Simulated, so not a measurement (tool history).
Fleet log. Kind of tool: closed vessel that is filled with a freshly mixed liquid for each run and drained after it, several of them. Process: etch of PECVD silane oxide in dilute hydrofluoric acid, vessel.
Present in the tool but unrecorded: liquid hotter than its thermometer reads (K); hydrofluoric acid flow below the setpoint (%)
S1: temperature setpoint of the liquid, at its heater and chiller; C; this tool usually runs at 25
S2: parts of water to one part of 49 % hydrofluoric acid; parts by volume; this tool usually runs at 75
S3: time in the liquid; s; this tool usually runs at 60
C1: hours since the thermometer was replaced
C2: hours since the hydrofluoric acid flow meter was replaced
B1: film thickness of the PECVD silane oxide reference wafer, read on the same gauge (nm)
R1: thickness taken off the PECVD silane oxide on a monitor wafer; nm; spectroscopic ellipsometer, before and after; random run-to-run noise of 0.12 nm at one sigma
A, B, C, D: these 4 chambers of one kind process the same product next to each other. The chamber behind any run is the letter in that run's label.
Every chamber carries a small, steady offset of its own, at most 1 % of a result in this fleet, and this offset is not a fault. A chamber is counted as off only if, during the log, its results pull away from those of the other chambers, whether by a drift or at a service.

run	hour	S1	S2	S3	C1	C2	B1	R1
1A	5.8	25	75	60	927.2	624.2	140.00	15.4430
2C	12.1	25	75	60	264.3	159.9	140.00	15.2300
3B	20.3	25	75	60	82.9	323.1	139.99	15.3570
4D	24.7	25	75	60	397.6	2218.2	140.01	15.5290
# hour 28.5: chamber D: hydrofluoric acid flow meter replaced
5A	32.9	29	75	70	954.3	651.3	139.98	21.2720
6B	40.1	29	75	70	102.7	342.9	140.02	20.9590
7D	45.2	29	75	70	418.1	16.8	140.01	20.8160
8C	53.6	29	75	70	305.8	201.4	140.00	21.1490
9B	60.6	25	75	60	123.2	363.4	140.00	15.2210
10D	66.9	25	75	60	439.8	38.5	140.00	15.6300
11C	71.1	25	75	60	323.3	218.9	139.98	15.3840
12A	79.1	25	75	60	1000.5	697.5	140.03	15.4480
13D	87.1	25	75	60	460.0	58.7	139.99	15.4520
14A	92.1	25	75	60	1013.5	710.5	140.00	15.4810
15B	99.8	25	75	60	162.4	402.6	139.97	15.3520
16C	103.9	25	75	60	356.1	251.7	140.00	15.6580
17B	111.2	25	75	60	173.8	414.0	139.99	15.5160
18A	116.8	25	75	60	1038.2	735.2	140.01	15.3070
19C	121.2	25	75	60	373.4	269.0	139.99	15.3440
20D	128.9	25	75	85	501.8	100.5	140.02	21.9040
21B	134.9	25	75	85	197.5	437.7	139.98	21.6130
22C	140.7	25	75	85	392.9	288.5	139.97	21.9830
23D	149.3	25	75	85	522.2	120.9	140.01	22.0830
24A	157.8	25	75	50	1079.2	776.2	140.00	12.9270
25A	164.2	25	75	50	1085.6	782.6	139.97	12.8880
26B	171.8	25	75	50	234.4	474.6	140.01	12.8980
27D	178.7	25	75	50	551.6	150.3	139.98	12.8490
28C	184.0	25	110	60	436.2	331.8	139.97	10.0850
29B	188.5	25	110	60	251.1	491.3	140.02	9.8424

Predict what each chamber gives when all 4 of them run the settings below next.
30A	194.6	25	75	60				?
30B	194.6	25	75	60				?
30C	194.6	25	75	60				?
30D	194.6	25	75	60				?

run	R1
30A	15.3370
30B	15.3450
30C	15.2630
30D	15.6110
